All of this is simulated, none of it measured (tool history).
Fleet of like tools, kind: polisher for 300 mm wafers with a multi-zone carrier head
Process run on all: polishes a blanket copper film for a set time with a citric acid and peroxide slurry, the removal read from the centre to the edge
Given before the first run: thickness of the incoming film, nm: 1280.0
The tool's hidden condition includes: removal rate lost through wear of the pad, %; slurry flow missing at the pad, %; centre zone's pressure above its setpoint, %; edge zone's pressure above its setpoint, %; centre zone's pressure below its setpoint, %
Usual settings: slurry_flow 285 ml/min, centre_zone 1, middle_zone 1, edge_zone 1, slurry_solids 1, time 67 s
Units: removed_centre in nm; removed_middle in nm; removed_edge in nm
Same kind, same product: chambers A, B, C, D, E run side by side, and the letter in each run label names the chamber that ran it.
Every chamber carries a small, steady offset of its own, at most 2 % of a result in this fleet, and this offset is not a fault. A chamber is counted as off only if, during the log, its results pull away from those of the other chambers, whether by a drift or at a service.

run	hour	slurry_flow	centre_zone	middle_zone	edge_zone	slurry_solids	time	wafers polished on this pad	hours since the slurry nozzle was cleaned	hours since the centre zone pressure was calibrated	hours since the edge zone pressure was calibrated	removed_centre	removed_middle	removed_edge
1E	6.4	285	1	1	1	1	67	402	297.6	329.8	484.8	148.99	149.09	145.56
# hour 16.1: chamber B: centre zone pressure recalibrated
2A	17	285	1	1	1	1	67	608	490.6	453.9	215.6	147.07	145.66	149.51
# hour 21.1: chamber A: worn pad replaced by a new one
3D	22.3	285	1	1	1	1	67	367	255	422.4	234.4	147.05	145.06	147.82
4C	29.2	285	1	1	1	1	67	972	71.2	730.5	502.4	148.81	149.5	148.49
5B	40.9	285	1	1	1	1	67	612	147.1	24.9	181.1	150.84	148.2	146.29
6D	52.9	285	1	1	1	1	67	647	285.6	453	265	146.64	147.66	149.44
# hour 55: chamber D: worn pad replaced by a new one
7B	63.8	285	1	1	1	1	67	822	170	47.8	204	148.81	151.24	146.76
8E	72.8	285	1	1	1	1	67	1010	364	396.2	551.2	148.42	151.7	147.16
# hour 74.1: chamber E: worn pad replaced by a new one
9C	79.7	285	1	1	1	1	67	1435	121.7	781	552.9	149.4	147.82	146.33
10A	91.3	285	1	1	1	1	67	643	564.9	528.2	289.9	145.98	142.93	148.95
# hour 92: chamber A: worn pad replaced by a new one
# hour 93: chamber D: centre zone pressure recalibrated
11B	99.1	285	1	1	1	1	67	1146	205.3	83.1	239.3	149.88	145.43	145.81
# hour 102.4: chamber B: worn pad replaced by a new one
12E	109.2	285	1	1	1	1	67	321	400.4	432.6	587.6	149.42	146.38	149.22
13D	114.4	345	1	1	1.06	1	67	544	347.1	21.5	326.5	151.58	149.8	154.72
# hour 123.4: chamber D: worn pad replaced by a new one
14A	125	345	1	1	1.06	1	67	302	598.6	561.9	323.6	149.22	149.22	155.88
15C	132.7	345	1	1	1.06	1	67	1920	174.7	834	605.9	151.3	147.62	151.52
16B	139.2	345	1	1	1.06	1	67	337	245.4	123.2	279.4	153.14	149.13	153.01
17A	144.5	345	1	1	1.06	1	67	481	618.1	581.4	343.1	149.86	150.28	155.37
18D	153.1	285	1	1	1	1	67	272	385.8	60.2	365.2	147.76	144.75	148.31
19E	162.2	285	1	1	1	1	67	807	453.4	485.6	640.6	149.17	145.82	148.57
# hour 172.6: chamber A: worn pad replaced by a new one
20C	174.2	285	1	1	1	1	67	2300	216.2	875.5	647.4	143.42	143.59	142.94
21C	182.3	285	1	0.96	1	1	67	2374	224.3	883.6	655.5	142.01	136.43	140.59
22D	187.7	285	1	0.96	1	1	67	589	420.4	94.8	399.8	147.75	138.36	149.31
23A	195.9	285	1	0.96	1	1	67	214	669.5	632.8	394.5	146	143.78	149.3
# hour 198.6: chamber D: worn pad replaced by a new one
# hour 201.3: chamber E: worn pad replaced by a new one
24B	207.2	285	1	0.96	1	1	67	960	313.4	191.2	347.4	149.15	140.4	147.7
# hour 218.3: chamber D: edge zone pressure recalibrated
25E	218.3	285	1	0.96	1	1	67	156	509.5	541.7	696.7	147.67	141.11	145.61
26B	227	285	1	1	1	1	67	1141	333.2	211	367.2	149.54	148.9	144.78
# hour 228.8: chamber A: slurry nozzle cleaned
27E	233	285	1	1	1	1	67	290	524.2	556.4	711.4	147.78	148.88	144.23
28D	239.8	285	1.06	1	1	1	67	377	472.5	146.9	21.5	156.27	148.17	149.96
# hour 246: chamber A: worn pad replaced by a new one
29A	248.7	285	1.06	1	1	1	67	25	19.9	685.6	447.3	153.68	150.25	148.91
30C	260.3	285	1.06	1	1	1	67	3089	302.3	961.6	733.5	144.61	136.97	133.56
31A	269.9	285	1.06	1	1	1	67	219	41.1	706.8	468.5	154.87	146.68	148.44
32E	280.7	285	1.06	1	1	1	67	727	571.9	604.1	759.1	156.99	144.39	146.73

For the next run the whole fleet of 5 chambers uses the same settings. Give each chamber's results:
33A	289.3	285	1	1	1	0.75	67					?	?	?
33B	289.3	285	1	1	1	0.75	67					?	?	?
33C	289.3	285	1	1	1	0.75	67					?	?	?
33D	289.3	285	1	1	1	0.75	67					?	?	?
33E	289.3	285	1	1	1	0.75	67					?	?	?

run	removed_centre	removed_middle	removed_edge
33A	138.95	142.22	138.72
33B	142.5	142.7	139.36
33C	126.31	123.65	125.03
33D	138.25	138.44	141.41
33E	137.2	140.58	138.18
